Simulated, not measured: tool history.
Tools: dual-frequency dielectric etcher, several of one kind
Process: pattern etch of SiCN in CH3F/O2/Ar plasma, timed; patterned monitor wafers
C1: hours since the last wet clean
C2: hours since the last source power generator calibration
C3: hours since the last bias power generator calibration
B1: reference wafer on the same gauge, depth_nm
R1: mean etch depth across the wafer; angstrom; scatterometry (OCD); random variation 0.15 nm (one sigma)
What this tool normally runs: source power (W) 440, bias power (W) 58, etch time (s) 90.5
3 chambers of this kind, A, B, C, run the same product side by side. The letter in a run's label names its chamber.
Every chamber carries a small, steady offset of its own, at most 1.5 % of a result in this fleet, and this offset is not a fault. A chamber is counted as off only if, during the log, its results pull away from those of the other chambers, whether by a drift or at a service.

run 1B hour=3.5 | source_power_(W)=440 bias_power_(W)=58 etch_time_(s)=90.5 | C1=259.6 C2=1877.7 C3=3072.4 | B1=31.388 | R1=329.05
run 2A hour=7.3 | source_power_(W)=440 bias_power_(W)=58 etch_time_(s)=90.5 | C1=292.2 C2=1851.5 C3=3066.0 | B1=31.363 | R1=331.40
run 3C hour=11.1 | source_power_(W)=440 bias_power_(W)=58 etch_time_(s)=90.5 | C1=454.6 C2=1944.8 C3=1535.4 | B1=31.370 | R1=325.32
run 4A hour=13.5 | source_power_(W)=440 bias_power_(W)=58 etch_time_(s)=90.5 | C1=298.4 C2=1857.7 C3=3072.2 | B1=31.431 | R1=328.08
run 5B hour=17.0 | source_power_(W)=440 bias_power_(W)=58 etch_time_(s)=90.5 | C1=273.1 C2=1891.2 C3=3085.9 | B1=31.386 | R1=326.63
run 6C hour=19.7 | source_power_(W)=440 bias_power_(W)=58 etch_time_(s)=90.5 | C1=463.2 C2=1953.4 C3=1544.0 | B1=31.398 | R1=326.64
run 7A hour=23.5 | source_power_(W)=440 bias_power_(W)=58 etch_time_(s)=90.5 | C1=308.4 C2=1867.7 C3=3082.2 | B1=31.382 | R1=330.82
run 8B hour=27.3 | source_power_(W)=530 bias_power_(W)=65 etch_time_(s)=90.5 | C1=283.4 C2=1901.5 C3=3096.2 | B1=31.399 | R1=370.07
run 9C hour=31.4 | source_power_(W)=530 bias_power_(W)=65 etch_time_(s)=90.5 | C1=474.9 C2=1965.1 C3=1555.7 | B1=31.386 | R1=367.18
run 10B hour=35.1 | source_power_(W)=530 bias_power_(W)=65 etch_time_(s)=90.5 | C1=291.2 C2=1909.3 C3=3104.0 | B1=31.413 | R1=372.38
run 11C hour=38.0 | source_power_(W)=440 bias_power_(W)=58 etch_time_(s)=90.5 | C1=481.5 C2=1971.7 C3=1562.3 | B1=31.407 | R1=328.89
run 12A hour=41.3 | source_power_(W)=440 bias_power_(W)=58 etch_time_(s)=90.5 | C1=326.2 C2=1885.5 C3=3100.0 | B1=31.391 | R1=331.07
run 13C hour=45.0 | source_power_(W)=440 bias_power_(W)=58 etch_time_(s)=90.5 | C1=488.5 C2=1978.7 C3=1569.3 | B1=31.389 | R1=328.60
run 14A hour=47.0 | source_power_(W)=440 bias_power_(W)=58 etch_time_(s)=90.5 | C1=331.9 C2=1891.2 C3=3105.7 | B1=31.419 | R1=330.85
run 15B hour=50.0 | source_power_(W)=410 bias_power_(W)=58 etch_time_(s)=90.5 | C1=306.1 C2=1924.2 C3=3118.9 | B1=31.373 | R1=326.23
run 16B hour=54.3 | source_power_(W)=410 bias_power_(W)=58 etch_time_(s)=90.5 | C1=310.4 C2=1928.5 C3=3123.2 | B1=31.388 | R1=326.13
run 17A hour=56.6 | source_power_(W)=410 bias_power_(W)=58 etch_time_(s)=90.5 | C1=341.5 C2=1900.8 C3=3115.3 | B1=31.380 | R1=319.56
run 18C hour=58.8 | source_power_(W)=440 bias_power_(W)=58 etch_time_(s)=90.5 | C1=502.3 C2=1992.5 C3=1583.1 | B1=31.372 | R1=330.85
run 19B hour=62.2 | source_power_(W)=440 bias_power_(W)=58 etch_time_(s)=90.5 | C1=318.3 C2=1936.4 C3=3131.1 | B1=31.382 | R1=337.71
run 20A hour=66.2 | source_power_(W)=520 bias_power_(W)=67 etch_time_(s)=90.5 | C1=351.1 C2=1910.4 C3=3124.9 | B1=31.371 | R1=367.30
-- hour=67.2 chamber C: wet clean of the chamber
run 21C hour=68.8 | source_power_(W)=520 bias_power_(W)=67 etch_time_(s)=90.5 | C1=1.6 C2=2002.5 C3=1593.1 | B1=31.403 | R1=365.17
run 22A hour=71.6 | source_power_(W)=520 bias_power_(W)=67 etch_time_(s)=90.5 | C1=356.5 C2=1915.8 C3=3130.3 | B1=31.422 | R1=370.24
run 23B hour=75.1 | source_power_(W)=440 bias_power_(W)=58 etch_time_(s)=90.5 | C1=331.2 C2=1949.3 C3=3144.0 | B1=31.408 | R1=340.47
run 24C hour=77.4 | source_power_(W)=440 bias_power_(W)=58 etch_time_(s)=90.5 | C1=10.2 C2=2011.1 C3=1601.7 | B1=31.386 | R1=329.45

Predict what each chamber gives when all 3 of them run the settings below next.
run 25A hour=80.5 | source_power_(W)=440 bias_power_(W)=51 etch_time_(s)=90.5 | R1=?
run 25B hour=80.5 | source_power_(W)=440 bias_power_(W)=51 etch_time_(s)=90.5 | R1=?
run 25C hour=80.5 | source_power_(W)=440 bias_power_(W)=51 etch_time_(s)=90.5 | R1=?

run=25A R1=316.17
run=25B R1=330.17
run=25C R1=314.35

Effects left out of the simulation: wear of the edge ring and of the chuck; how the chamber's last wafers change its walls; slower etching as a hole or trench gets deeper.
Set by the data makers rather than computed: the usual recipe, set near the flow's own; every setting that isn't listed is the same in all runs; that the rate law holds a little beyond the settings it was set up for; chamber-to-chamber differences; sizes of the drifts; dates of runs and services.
